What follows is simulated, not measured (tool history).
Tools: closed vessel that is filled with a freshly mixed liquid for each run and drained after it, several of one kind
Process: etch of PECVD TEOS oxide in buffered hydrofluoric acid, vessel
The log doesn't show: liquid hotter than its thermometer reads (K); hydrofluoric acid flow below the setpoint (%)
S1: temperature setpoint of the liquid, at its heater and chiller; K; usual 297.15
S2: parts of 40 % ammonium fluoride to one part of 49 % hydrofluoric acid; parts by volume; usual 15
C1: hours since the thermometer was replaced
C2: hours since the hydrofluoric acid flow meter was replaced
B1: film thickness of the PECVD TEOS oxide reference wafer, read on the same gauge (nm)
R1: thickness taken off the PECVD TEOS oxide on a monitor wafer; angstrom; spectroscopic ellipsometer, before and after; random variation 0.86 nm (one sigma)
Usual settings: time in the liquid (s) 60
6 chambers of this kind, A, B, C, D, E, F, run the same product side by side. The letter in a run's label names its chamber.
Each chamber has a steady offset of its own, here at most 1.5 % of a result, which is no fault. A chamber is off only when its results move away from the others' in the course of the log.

run 1C hour=13.7 | S1=297.15 S2=15 time_in_the_liquid_(s)=60 | C1=227.8 C2=1450.5 | B1=29.998 | R1=1039.8
run 2A hour=22.9 | S1=297.15 S2=15 time_in_the_liquid_(s)=60 | C1=351 C2=25.3 | B1=29.978 | R1=1064.8
run 3B hour=32.5 | S1=297.15 S2=15 time_in_the_liquid_(s)=60 | C1=298.1 C2=724.6 | B1=29.977 | R1=1051.6
run 4E hour=46.8 | S1=297.15 S2=15 time_in_the_liquid_(s)=60 | C1=875.3 C2=476 | B1=30 | R1=1044.6
run 5F hour=61.8 | S1=297.15 S2=15 time_in_the_liquid_(s)=60 | C1=595.1 C2=1758.4 | B1=30.003 | R1=1074.9
run 6D hour=69.4 | S1=302.15 S2=15 time_in_the_liquid_(s)=60 | C1=453.4 C2=1292.8 | B1=29.979 | R1=1379
run 7B hour=83.3 | S1=302.15 S2=15 time_in_the_liquid_(s)=60 | C1=348.9 C2=775.4 | B1=30.011 | R1=1369.5
run 8F hour=97.8 | S1=302.15 S2=15 time_in_the_liquid_(s)=60 | C1=631.1 C2=1794.4 | B1=29.997 | R1=1374.3
run 9D hour=111.7 | S1=302.15 S2=15 time_in_the_liquid_(s)=60 | C1=495.7 C2=1335.1 | B1=29.989 | R1=1391.3
run 10A hour=121.3 | S1=302.15 S2=15 time_in_the_liquid_(s)=60 | C1=449.4 C2=123.7 | B1=30.011 | R1=1392.5
run 11C hour=136.1 | S1=302.15 S2=15 time_in_the_liquid_(s)=60 | C1=350.2 C2=1572.9 | B1=29.988 | R1=1385.7
run 12E hour=146.1 | S1=297.15 S2=15 time_in_the_liquid_(s)=70 | C1=974.6 C2=575.3 | B1=29.998 | R1=1214.7
run 13F hour=156.6 | S1=297.15 S2=15 time_in_the_liquid_(s)=70 | C1=689.9 C2=1853.2 | B1=30.002 | R1=1220.9
run 14C hour=170.9 | S1=297.15 S2=15 time_in_the_liquid_(s)=70 | C1=385 C2=1607.7 | B1=29.989 | R1=1233.3
run 15E hour=181.5 | S1=297.15 S2=15 time_in_the_liquid_(s)=70 | C1=1010 C2=610.7 | B1=29.982 | R1=1221
run 16D hour=193.6 | S1=297.15 S2=15 time_in_the_liquid_(s)=70 | C1=577.6 C2=1417 | B1=29.998 | R1=1236
run 17B hour=201.1 | S1=297.15 S2=15 time_in_the_liquid_(s)=70 | C1=466.7 C2=893.2 | B1=29.996 | R1=1232.2
run 18A hour=211.5 | S1=297.15 S2=15 time_in_the_liquid_(s)=60 | C1=539.6 C2=213.9 | B1=29.998 | R1=1068.8
-- hour=219.6 chamber C: hydrofluoric acid flow meter replaced
run 19B hour=221.2 | S1=292.65 S2=15 time_in_the_liquid_(s)=40 | C1=486.8 C2=913.3 | B1=29.974 | R1=543.84
run 20F hour=228.6 | S1=292.65 S2=15 time_in_the_liquid_(s)=40 | C1=761.9 C2=1925.2 | B1=30.005 | R1=551.53
run 21C hour=238.6 | S1=292.65 S2=15 time_in_the_liquid_(s)=40 | C1=452.7 C2=19.1 | B1=30.02 | R1=550.96
run 22E hour=246.3 | S1=292.65 S2=15 time_in_the_liquid_(s)=40 | C1=1074.8 C2=675.5 | B1=30.003 | R1=552.12
run 23A hour=257.8 | S1=292.65 S2=15 time_in_the_liquid_(s)=40 | C1=585.9 C2=260.2 | B1=30.004 | R1=547.76
run 24D hour=266.4 | S1=292.65 S2=15 time_in_the_liquid_(s)=40 | C1=650.4 C2=1489.8 | B1=29.996 | R1=555.43
run 25C hour=280.4 | S1=297.15 S2=15 time_in_the_liquid_(s)=60 | C1=494.5 C2=60.9 | B1=29.992 | R1=1058.8
run 26B hour=292.9 | S1=297.15 S2=15 time_in_the_liquid_(s)=60 | C1=558.5 C2=985 | B1=29.997 | R1=1033.4
run 27A hour=307 | S1=297.15 S2=15 time_in_the_liquid_(s)=60 | C1=635.1 C2=309.4 | B1=30.023 | R1=1090.7
run 28F hour=322.1 | S1=297.15 S2=15 time_in_the_liquid_(s)=60 | C1=855.4 C2=2018.7 | B1=30 | R1=1065.3
run 29D hour=336.9 | S1=297.15 S2=15 time_in_the_liquid_(s)=90 | C1=720.9 C2=1560.3 | B1=29.994 | R1=1574.4
run 30E hour=348.6 | S1=297.15 S2=15 time_in_the_liquid_(s)=90 | C1=1177.1 C2=777.8 | B1=30.001 | R1=1587.4
run 31A hour=355.7 | S1=297.15 S2=15 time_in_the_liquid_(s)=90 | C1=683.8 C2=358.1 | B1=30.029 | R1=1674.3
run 32D hour=364.8 | S1=297.15 S2=15 time_in_the_liquid_(s)=90 | C1=748.8 C2=1588.2 | B1=30.002 | R1=1597.2
run 33F hour=373.2 | S1=297.15 S2=15 time_in_the_liquid_(s)=90 | C1=906.5 C2=2069.8 | B1=30.008 | R1=1565
run 34E hour=384.8 | S1=297.15 S2=15 time_in_the_liquid_(s)=90 | C1=1213.3 C2=814 | B1=29.997 | R1=1567.9
run 35B hour=400.1 | S1=297.15 S2=15 time_in_the_liquid_(s)=60 | C1=665.7 C2=1092.2 | B1=30.007 | R1=1039.8
run 36C hour=414 | S1=297.15 S2=15 time_in_the_liquid_(s)=60 | C1=628.1 C2=194.5 | B1=30.008 | R1=1050.4
run 37E hour=423 | S1=297.15 S2=15 time_in_the_liquid_(s)=60 | C1=1251.5 C2=852.2 | B1=30.003 | R1=1052.5

Is one chamber off against the others, does the gauge drift, or is nothing wrong? If a chamber is off, say which, and what the likeliest cause is.

Chamber A drifts away from the others.
Cause: liquid hotter than its thermometer reads (K) = 0.954.
The log may not tell that from: hydrofluoric acid flow above the setpoint (%).

Here are 4 candidates for chamber A's next run, each the usual settings with a change, their results left as question marks. Which one brings its results back in line with what the others give on the usual settings?
In line means no further than this from the other chambers' mean on the usual settings: R1 30 angstrom
run 38A-1 hour=434.4 | S1=297.65 S2=14.5 time_in_the_liquid_(s)=60 | R1=?
run 38A-2 hour=434.4 | S1=296.15 S2=15 time_in_the_liquid_(s)=60 | R1=?
run 38A-3 hour=434.4 | S1=297.15 S2=14.5 time_in_the_liquid_(s)=65 | R1=?
run 38A-4 hour=434.4 | S1=295.15 S2=15 time_in_the_liquid_(s)=60 | R1=?

The other chambers' mean on the usual settings: R1 1049.8 angstrom
run=38A-1 R1=1184.7
run=38A-2 R1=1055.5
run=38A-3 R1=1248.4
run=38A-4 R1=998.1
38A-2 brings the chamber back in line.

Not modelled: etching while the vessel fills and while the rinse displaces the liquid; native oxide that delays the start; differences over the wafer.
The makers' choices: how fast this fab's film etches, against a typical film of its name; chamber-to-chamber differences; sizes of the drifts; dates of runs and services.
